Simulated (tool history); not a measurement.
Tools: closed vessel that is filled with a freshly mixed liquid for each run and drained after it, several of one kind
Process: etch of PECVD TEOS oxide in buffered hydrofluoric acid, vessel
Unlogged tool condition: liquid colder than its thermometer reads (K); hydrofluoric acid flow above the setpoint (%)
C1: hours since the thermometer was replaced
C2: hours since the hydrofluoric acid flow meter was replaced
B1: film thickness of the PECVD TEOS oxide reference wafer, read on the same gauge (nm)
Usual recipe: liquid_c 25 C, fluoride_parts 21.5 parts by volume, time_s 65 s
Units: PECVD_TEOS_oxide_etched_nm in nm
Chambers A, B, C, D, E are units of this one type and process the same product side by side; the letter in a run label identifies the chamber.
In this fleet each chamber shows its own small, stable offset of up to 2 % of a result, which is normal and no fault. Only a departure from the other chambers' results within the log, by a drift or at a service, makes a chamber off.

Run 1B, hour 9.2: usual settings; C1 831.8; C2 463.2; B1 130.01. Result: PECVD_TEOS_oxide_etched_nm 40.871 nm.
Run 2A, hour 15.3: usual settings; C1 558.7; C2 133.8; B1 130.02. Result: PECVD_TEOS_oxide_etched_nm 41.054 nm.
Run 3C, hour 20.7: usual settings; C1 516.5; C2 861.2; B1 130.01. Result: PECVD_TEOS_oxide_etched_nm 41.377 nm.
At hour 27.8: chamber A: thermometer replaced.
Run 4D, hour 28: usual settings; C1 2570.4; C2 634.6; B1 129.99. Result: PECVD_TEOS_oxide_etched_nm 41.119 nm.
Run 5E, hour 36.5: usual settings; C1 254.6; C2 858.6; B1 130.01. Result: PECVD_TEOS_oxide_etched_nm 40.898 nm.
Run 6E, hour 44.9: usual settings; C1 263; C2 867; B1 129.99. Result: PECVD_TEOS_oxide_etched_nm 41.594 nm.
At hour 52.6: chamber D: thermometer replaced.
Run 7B, hour 54.2: usual settings; C1 876.8; C2 508.2; B1 130.01. Result: PECVD_TEOS_oxide_etched_nm 40.723 nm.
Run 8A, hour 60.8: usual settings; C1 33.1; C2 179.3; B1 130.01. Result: PECVD_TEOS_oxide_etched_nm 40.93 nm.
Run 9C, hour 68.1: usual settings; C1 563.9; C2 908.6; B1 129.98. Result: PECVD_TEOS_oxide_etched_nm 41.934 nm.
Run 10D, hour 76.8: usual settings; C1 24.2; C2 683.4; B1 130.01. Result: PECVD_TEOS_oxide_etched_nm 41.743 nm.
Run 11D, hour 82.3: usual settings; C1 29.7; C2 688.9; B1 130.03. Result: PECVD_TEOS_oxide_etched_nm 41.439 nm.
At hour 82.8: chamber B: hydrofluoric acid flow meter replaced.
Run 12C, hour 86.7: usual settings; C1 582.5; C2 927.2; B1 129.99. Result: PECVD_TEOS_oxide_etched_nm 41.612 nm.
Run 13B, hour 92.1: usual settings; C1 914.7; C2 9.4; B1 129.96. Result: PECVD_TEOS_oxide_etched_nm 40.204 nm.
Run 14E, hour 98.8: usual settings; C1 316.9; C2 920.9; B1 130.04. Result: PECVD_TEOS_oxide_etched_nm 41.165 nm.
Run 15A, hour 104.3: usual settings; C1 76.6; C2 222.8; B1 130.02. Result: PECVD_TEOS_oxide_etched_nm 41.445 nm.
Run 16C, hour 108.7: usual settings; C1 604.5; C2 949.2; B1 130. Result: PECVD_TEOS_oxide_etched_nm 41.294 nm.
Run 17E, hour 114.1: usual settings; C1 332.2; C2 936.2; B1 129.99. Result: PECVD_TEOS_oxide_etched_nm 41.439 nm.
Run 18B, hour 118.7: usual settings but fluoride_parts 13.5 parts by volume, time_s 45 s; C1 941.3; C2 36; B1 130. Result: PECVD_TEOS_oxide_etched_nm 43.258 nm.
Run 19A, hour 124.8: usual settings but fluoride_parts 13.5 parts by volume, time_s 45 s; C1 97.1; C2 243.3; B1 130. Result: PECVD_TEOS_oxide_etched_nm 44.647 nm.
Run 20D, hour 130.3: usual settings but fluoride_parts 13.5 parts by volume, time_s 45 s; C1 77.7; C2 736.9; B1 130.01. Result: PECVD_TEOS_oxide_etched_nm 43.887 nm.
Run 21C, hour 134.7: usual settings but fluoride_parts 13.5 parts by volume, time_s 45 s; C1 630.5; C2 975.2; B1 130. Result: PECVD_TEOS_oxide_etched_nm 44.327 nm.
Run 22D, hour 141.6: usual settings but fluoride_parts 13.5 parts by volume, time_s 45 s; C1 89; C2 748.2; B1 130.02. Result: PECVD_TEOS_oxide_etched_nm 43.606 nm.
At hour 147.3: chamber B: thermometer replaced.
Run 23B, hour 147.5: usual settings; C1 0.2; C2 64.8; B1 130.02. Result: PECVD_TEOS_oxide_etched_nm 40.616 nm.
Run 24A, hour 154.9: usual settings; C1 127.2; C2 273.4; B1 130.02. Result: PECVD_TEOS_oxide_etched_nm 41.9 nm.
Run 25E, hour 162.9: usual settings; C1 381; C2 985; B1 129.97. Result: PECVD_TEOS_oxide_etched_nm 41.517 nm.
Run 26B, hour 168.1: usual settings; C1 20.8; C2 85.4; B1 130.03. Result: PECVD_TEOS_oxide_etched_nm 40.562 nm.
Run 27C, hour 172.6: usual settings; C1 668.4; C2 1013.1; B1 130.01. Result: PECVD_TEOS_oxide_etched_nm 41.693 nm.
Run 28A, hour 177: usual settings; C1 149.3; C2 295.5; B1 130.01. Result: PECVD_TEOS_oxide_etched_nm 41.475 nm.
Run 29D, hour 185.1: usual settings; C1 132.5; C2 791.7; B1 130.02. Result: PECVD_TEOS_oxide_etched_nm 40.565 nm.
Run 30E, hour 193.9: usual settings; C1 412; C2 1016; B1 130. Result: PECVD_TEOS_oxide_etched_nm 40.947 nm.
Run 31E, hour 200.8: usual settings; C1 418.9; C2 1022.9; B1 130.01. Result: PECVD_TEOS_oxide_etched_nm 41.42 nm.
Run 32A, hour 209.3: usual settings; C1 181.6; C2 327.8; B1 130.04. Result: PECVD_TEOS_oxide_etched_nm 41.512 nm.
Run 33D, hour 215.1: usual settings; C1 162.5; C2 821.7; B1 130.02. Result: PECVD_TEOS_oxide_etched_nm 41.261 nm.
Run 34B, hour 221.7: usual settings; C1 74.4; C2 139; B1 129.99. Result: PECVD_TEOS_oxide_etched_nm 40.391 nm.
Run 35C, hour 227.5: usual settings; C1 723.3; C2 1068; B1 129.98. Result: PECVD_TEOS_oxide_etched_nm 41.709 nm.
At hour 233.5: chamber A: hydrofluoric acid flow meter replaced.
Run 36D, hour 235.5: usual settings; C1 182.9; C2 842.1; B1 129.99. Result: PECVD_TEOS_oxide_etched_nm 41.103 nm.
Run 37C, hour 242.4: usual settings; C1 738.2; C2 1082.9; B1 129.98. Result: PECVD_TEOS_oxide_etched_nm 41.829 nm.
Run 38B, hour 249: usual settings; C1 101.7; C2 166.3; B1 130.04. Result: PECVD_TEOS_oxide_etched_nm 40.63 nm.
Run 39A, hour 254.3: usual settings; C1 226.6; C2 20.9; B1 130.01. Result: PECVD_TEOS_oxide_etched_nm 41.529 nm.
Run 40E, hour 259.1: usual settings; C1 477.2; C2 1081.2; B1 130. Result: PECVD_TEOS_oxide_etched_nm 41.273 nm.
Run 41C, hour 265.5: usual settings; C1 761.3; C2 1106; B1 130. Result: PECVD_TEOS_oxide_etched_nm 41.797 nm.
Run 42A, hour 271: usual settings; C1 243.3; C2 37.6; B1 130.01. Result: PECVD_TEOS_oxide_etched_nm 41.916 nm.

Does one chamber stand apart from the rest, does the shared gauge drift, or is all well apart from small per-chamber offsets? Give the chamber and the most likely cause, where there is one.

All chambers stay in line apart from their small fixed offsets, and the gauge does not drift.

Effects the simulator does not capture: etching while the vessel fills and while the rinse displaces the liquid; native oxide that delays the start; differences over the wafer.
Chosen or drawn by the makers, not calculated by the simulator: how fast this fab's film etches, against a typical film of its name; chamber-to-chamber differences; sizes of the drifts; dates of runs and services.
